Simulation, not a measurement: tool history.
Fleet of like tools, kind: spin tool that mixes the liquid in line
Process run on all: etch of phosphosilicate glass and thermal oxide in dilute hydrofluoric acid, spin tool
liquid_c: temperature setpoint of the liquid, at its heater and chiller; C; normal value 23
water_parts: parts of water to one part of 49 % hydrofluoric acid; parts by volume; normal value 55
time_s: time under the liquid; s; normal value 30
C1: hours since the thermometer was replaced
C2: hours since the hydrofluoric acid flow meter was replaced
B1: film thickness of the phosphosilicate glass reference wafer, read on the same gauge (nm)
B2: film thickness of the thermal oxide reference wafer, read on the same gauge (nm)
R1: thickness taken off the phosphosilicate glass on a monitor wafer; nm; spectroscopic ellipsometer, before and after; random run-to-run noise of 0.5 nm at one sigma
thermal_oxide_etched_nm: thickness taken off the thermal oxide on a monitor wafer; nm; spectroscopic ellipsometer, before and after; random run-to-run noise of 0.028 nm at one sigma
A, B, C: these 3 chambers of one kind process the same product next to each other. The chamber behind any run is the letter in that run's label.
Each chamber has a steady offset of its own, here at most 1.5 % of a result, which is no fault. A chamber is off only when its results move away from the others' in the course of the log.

{"run": "1A", "hour": 5.7, "liquid_c": 23, "water_parts": 55, "time_s": 30, "C1": 1939.5, "C2": 802.3, "B1": 59.987, "B2": 30.021, "R1": 51.244, "thermal_oxide_etched_nm": 2.5039}
{"run": "2B", "hour": 9.2, "liquid_c": 23, "water_parts": 55, "time_s": 30, "C1": 111.8, "C2": 374.5, "B1": 59.996, "B2": 29.995, "R1": 51.478, "thermal_oxide_etched_nm": 2.5118}
{"run": "3C", "hour": 14.2, "liquid_c": 23, "water_parts": 55, "time_s": 30, "C1": 757.5, "C2": 387.2, "B1": 59.983, "B2": 29.951, "R1": 52.315, "thermal_oxide_etched_nm": 2.491}
{"run": "4A", "hour": 21.4, "liquid_c": 23, "water_parts": 55, "time_s": 30, "C1": 1955.2, "C2": 818, "B1": 60.05, "B2": 29.997, "R1": 51.763, "thermal_oxide_etched_nm": 2.4957}
{"run": "5C", "hour": 27.9, "liquid_c": 23, "water_parts": 55, "time_s": 30, "C1": 771.2, "C2": 400.9, "B1": 60.011, "B2": 29.998, "R1": 51.974, "thermal_oxide_etched_nm": 2.4929}
{"run": "6B", "hour": 34.9, "liquid_c": 23, "water_parts": 55, "time_s": 30, "C1": 137.5, "C2": 400.2, "B1": 60.02, "B2": 29.973, "R1": 52.56, "thermal_oxide_etched_nm": 2.4963}
{"run": "7C", "hour": 41.8, "liquid_c": 23, "water_parts": 55, "time_s": 30, "C1": 785.1, "C2": 414.8, "B1": 59.983, "B2": 29.985, "R1": 51.914, "thermal_oxide_etched_nm": 2.4538}
{"run": "8A", "hour": 48.2, "liquid_c": 23, "water_parts": 55, "time_s": 30, "C1": 1982, "C2": 844.8, "B1": 60.049, "B2": 30.031, "R1": 51.6, "thermal_oxide_etched_nm": 2.555}
{"run": "9B", "hour": 52.2, "liquid_c": 23, "water_parts": 55, "time_s": 30, "C1": 154.8, "C2": 417.5, "B1": 60.017, "B2": 30.007, "R1": 51.921, "thermal_oxide_etched_nm": 2.4604}
{"run": "10A", "hour": 59.0, "liquid_c": 23, "water_parts": 55, "time_s": 30, "C1": 1992.8, "C2": 855.6, "B1": 59.993, "B2": 30.018, "R1": 51.568, "thermal_oxide_etched_nm": 2.5483}
{"run": "11C", "hour": 63.7, "liquid_c": 23, "water_parts": 55, "time_s": 30, "C1": 807, "C2": 436.7, "B1": 59.998, "B2": 30.002, "R1": 52.263, "thermal_oxide_etched_nm": 2.4597}
{"run": "12B", "hour": 68.4, "liquid_c": 23, "water_parts": 55, "time_s": 30, "C1": 171, "C2": 433.7, "B1": 60.005, "B2": 30.025, "R1": 51.678, "thermal_oxide_etched_nm": 2.5024}
{"run": "13A", "hour": 72.5, "liquid_c": 23, "water_parts": 55, "time_s": 30, "C1": 2006.3, "C2": 869.1, "B1": 59.976, "B2": 29.999, "R1": 52.192, "thermal_oxide_etched_nm": 2.5453}
{"run": "14B", "hour": 79.7, "liquid_c": 23, "water_parts": 55, "time_s": 30, "C1": 182.3, "C2": 445, "B1": 60.047, "B2": 29.989, "R1": 50.516, "thermal_oxide_etched_nm": 2.5191}
{"run": "15C", "hour": 85.0, "liquid_c": 23, "water_parts": 75, "time_s": 45, "C1": 828.3, "C2": 458, "B1": 60.011, "B2": 30.011, "R1": 55.308, "thermal_oxide_etched_nm": 2.6913}
{"run": "16A", "hour": 90.2, "liquid_c": 23, "water_parts": 75, "time_s": 45, "C1": 2024, "C2": 886.8, "B1": 60.031, "B2": 29.985, "R1": 56.506, "thermal_oxide_etched_nm": 2.6841}
{"run": "17B", "hour": 95.9, "liquid_c": 23, "water_parts": 75, "time_s": 45, "C1": 198.5, "C2": 461.2, "B1": 60.018, "B2": 29.989, "R1": 54.936, "thermal_oxide_etched_nm": 2.6926}
{"run": "18C", "hour": 99.4, "liquid_c": 23, "water_parts": 55, "time_s": 30, "C1": 842.7, "C2": 472.4, "B1": 59.998, "B2": 30.001, "R1": 52.571, "thermal_oxide_etched_nm": 2.486}
{"run": "19C", "hour": 103.8, "liquid_c": 23, "water_parts": 80, "time_s": 30, "C1": 847.1, "C2": 476.8, "B1": 59.971, "B2": 30.006, "R1": 34.379, "thermal_oxide_etched_nm": 1.6827}
{"hour": 106.5, "done": "chamber A: thermometer replaced"}
{"run": "20A", "hour": 109.2, "liquid_c": 23, "water_parts": 80, "time_s": 30, "C1": 2.8, "C2": 905.8, "B1": 59.998, "B2": 30.017, "R1": 34.612, "thermal_oxide_etched_nm": 1.6746}
{"run": "21B", "hour": 112.6, "liquid_c": 23, "water_parts": 80, "time_s": 30, "C1": 215.2, "C2": 477.9, "B1": 60.007, "B2": 30.017, "R1": 34.859, "thermal_oxide_etched_nm": 1.6641}
{"run": "22C", "hour": 117.2, "liquid_c": 23, "water_parts": 55, "time_s": 30, "C1": 860.5, "C2": 490.2, "B1": 59.988, "B2": 29.989, "R1": 51.843, "thermal_oxide_etched_nm": 2.5325}
{"run": "23B", "hour": 121.5, "liquid_c": 23, "water_parts": 55, "time_s": 30, "C1": 224.1, "C2": 486.8, "B1": 60.003, "B2": 30.032, "R1": 51.35, "thermal_oxide_etched_nm": 2.4305}
{"hour": 124.8, "done": "chamber C: hydrofluoric acid flow meter replaced"}
{"run": "24A", "hour": 126.5, "liquid_c": 23, "water_parts": 55, "time_s": 30, "C1": 20.1, "C2": 923.1, "B1": 59.94, "B2": 30.028, "R1": 51.982, "thermal_oxide_etched_nm": 2.5378}
{"run": "25B", "hour": 131.0, "liquid_c": 23, "water_parts": 55, "time_s": 30, "C1": 233.6, "C2": 496.3, "B1": 60.02, "B2": 29.983, "R1": 51.195, "thermal_oxide_etched_nm": 2.4357}
{"run": "26A", "hour": 137.8, "liquid_c": 23, "water_parts": 55, "time_s": 30, "C1": 31.4, "C2": 934.4, "B1": 60.02, "B2": 30.046, "R1": 51.812, "thermal_oxide_etched_nm": 2.554}
{"run": "27C", "hour": 142.1, "liquid_c": 23, "water_parts": 55, "time_s": 30, "C1": 885.4, "C2": 17.4, "B1": 60.013, "B2": 29.988, "R1": 51.493, "thermal_oxide_etched_nm": 2.5226}

All 3 chambers run these settings next. Forecast each chamber's results:
{"run": "28A", "hour": 147.4, "liquid_c": 23, "water_parts": 55, "time_s": 30, "R1": "?", "thermal_oxide_etched_nm": "?"}
{"run": "28B", "hour": 147.4, "liquid_c": 23, "water_parts": 55, "time_s": 30, "R1": "?", "thermal_oxide_etched_nm": "?"}
{"run": "28C", "hour": 147.4, "liquid_c": 23, "water_parts": 55, "time_s": 30, "R1": "?", "thermal_oxide_etched_nm": "?"}

run=28A R1=52.332 thermal_oxide_etched_nm=2.5029
run=28B R1=50.966 thermal_oxide_etched_nm=2.4932
run=28C R1=51.534 thermal_oxide_etched_nm=2.5049

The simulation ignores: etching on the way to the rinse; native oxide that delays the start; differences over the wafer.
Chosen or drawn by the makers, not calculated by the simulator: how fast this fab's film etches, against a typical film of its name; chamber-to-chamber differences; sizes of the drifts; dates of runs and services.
